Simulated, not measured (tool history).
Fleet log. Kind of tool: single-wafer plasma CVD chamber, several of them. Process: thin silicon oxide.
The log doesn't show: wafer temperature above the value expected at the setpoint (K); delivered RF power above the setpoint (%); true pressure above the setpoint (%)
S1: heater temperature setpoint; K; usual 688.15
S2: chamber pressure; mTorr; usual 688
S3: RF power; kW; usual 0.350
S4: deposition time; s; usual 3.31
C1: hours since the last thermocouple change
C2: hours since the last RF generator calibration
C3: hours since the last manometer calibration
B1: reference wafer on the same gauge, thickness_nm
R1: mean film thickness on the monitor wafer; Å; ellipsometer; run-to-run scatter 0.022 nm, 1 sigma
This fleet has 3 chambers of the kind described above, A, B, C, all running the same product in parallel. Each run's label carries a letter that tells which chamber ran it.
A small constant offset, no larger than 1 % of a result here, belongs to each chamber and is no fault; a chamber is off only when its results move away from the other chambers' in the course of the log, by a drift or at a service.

run	hour	S1	S2	S3	S4	C1	C2	C3	B1	R1
1B	8.2	688.15	688	0.350	3.31	581.8	719.1	1537.0	4.9069	54.897
2A	14.9	688.15	688	0.350	3.31	1862.5	227.7	1281.7	4.9093	54.614
3C	24.7	688.15	688	0.350	3.31	166.4	1755.0	2168.9	4.9076	55.041
4B	34.3	688.15	688	0.350	3.31	607.9	745.2	1563.1	4.9128	55.167
5C	43.0	688.15	688	0.350	3.31	184.7	1773.3	2187.2	4.9097	54.784
6A	53.8	688.15	688	0.350	3.31	1901.4	266.6	1320.6	4.9123	54.630
7B	62.5	688.15	688	0.350	3.31	636.1	773.4	1591.3	4.9101	54.913
8A	67.6	688.15	688	0.350	3.31	1915.2	280.4	1334.4	4.9136	55.147
9C	74.4	688.15	688	0.350	3.31	216.1	1804.7	2218.6	4.9125	54.585
10A	80.0	688.15	688	0.350	3.31	1927.6	292.8	1346.8	4.9127	55.047
11C	86.9	688.15	688	0.350	3.31	228.6	1817.2	2231.1	4.9117	54.790
# hour 92.0: chamber A: capacitance manometer re-zeroed and calibrated
12B	96.4	688.15	688	0.350	3.31	670.0	807.3	1625.2	4.9114	54.642
13C	106.2	688.15	688	0.350	3.31	247.9	1836.5	2250.4	4.9088	55.186
14A	113.7	688.15	688	0.350	3.31	1961.3	326.5	21.7	4.9101	54.761
15B	124.2	697.15	688	0.350	2.80	697.8	835.1	1653.0	4.9151	46.224
16B	131.5	697.15	688	0.350	2.80	705.1	842.4	1660.3	4.9114	46.353
17A	142.5	697.15	688	0.350	2.80	1990.1	355.3	50.5	4.9110	46.228
# hour 148.3: chamber B: RF generator calibrated
18C	152.7	688.15	688	0.350	3.31	294.4	1883.0	2296.9	4.9084	54.663
19B	164.0	688.15	688	0.350	3.31	737.6	15.8	1692.8	4.9053	54.909
20C	174.2	688.15	688	0.350	3.31	315.9	1904.5	2318.4	4.9092	54.730
# hour 183.1: chamber C: RF generator calibrated
# hour 183.9: chamber C: capacitance manometer re-zeroed and calibrated
21A	184.0	688.15	688	0.350	3.31	2031.6	396.8	92.0	4.9083	54.473
22B	191.9	688.15	688	0.350	3.31	765.5	43.7	1720.7	4.9078	54.798
23A	202.4	688.15	688	0.350	3.31	2050.0	415.2	110.4	4.9091	54.862
24C	211.9	688.15	688	0.350	3.31	353.6	28.9	28.0	4.9082	57.762
25C	217.6	688.15	688	0.350	3.31	359.3	34.6	33.7	4.9065	57.801
26B	223.7	688.15	688	0.350	3.31	797.3	75.5	1752.5	4.9089	54.549
27A	230.5	688.15	688	0.350	2.76	2078.1	443.3	138.5	4.9077	45.727
28B	235.8	688.15	688	0.350	2.76	809.4	87.6	1764.6	4.9089	45.669
29C	244.6	688.15	688	0.350	2.76	386.3	61.6	60.7	4.9110	48.582
30A	252.0	688.15	688	0.350	3.31	2099.6	464.8	160.0	4.9064	54.736
31C	259.7	688.15	688	0.350	3.31	401.4	76.7	75.8	4.9087	57.945
32B	265.5	688.15	688	0.350	3.31	839.1	117.3	1794.3	4.9129	54.661
33A	272.0	682.15	688	0.350	2.74	2119.6	484.8	180.0	4.9090	45.726
34C	283.7	682.15	688	0.350	2.74	425.4	100.7	99.8	4.9128	48.105
35B	295.2	682.15	688	0.350	2.74	868.8	147.0	1824.0	4.9063	45.844
36A	306.6	688.15	688	0.350	2.95	2154.2	519.4	214.6	4.9106	48.802
37A	316.3	688.15	688	0.350	2.95	2163.9	529.1	224.3	4.9079	49.210

What goes on in this fleet: one chamber off, a drifting gauge, or nothing beyond the chambers' own small offsets? Name the chamber and the cause, if any.

After it was serviced, chamber C no longer matches the other chambers.
What lies behind it: true pressure above the setpoint (%) = 5.38.

Here are 4 candidates for chamber C's next run, each the usual settings with a change, their results left as question marks. Which one brings its results back in line with what the others give on the usual settings?
Maximum distance from the other chambers' mean on the usual settings for a result to count as in line: R1 0.780 Å
38C-1	324.6	688.15	665	0.345	3.24					?
38C-2	324.6	688.15	688	0.350	2.98					?
38C-3	324.6	688.15	711	0.355	3.38					?
38C-4	324.6	688.15	688	0.350	3.67					?

What the other chambers average on the usual settings: R1 54.792 Å
run	R1
38C-1	54.522
38C-2	52.230
38C-3	61.612
38C-4	64.308
38C-1 brings the chamber back in line.
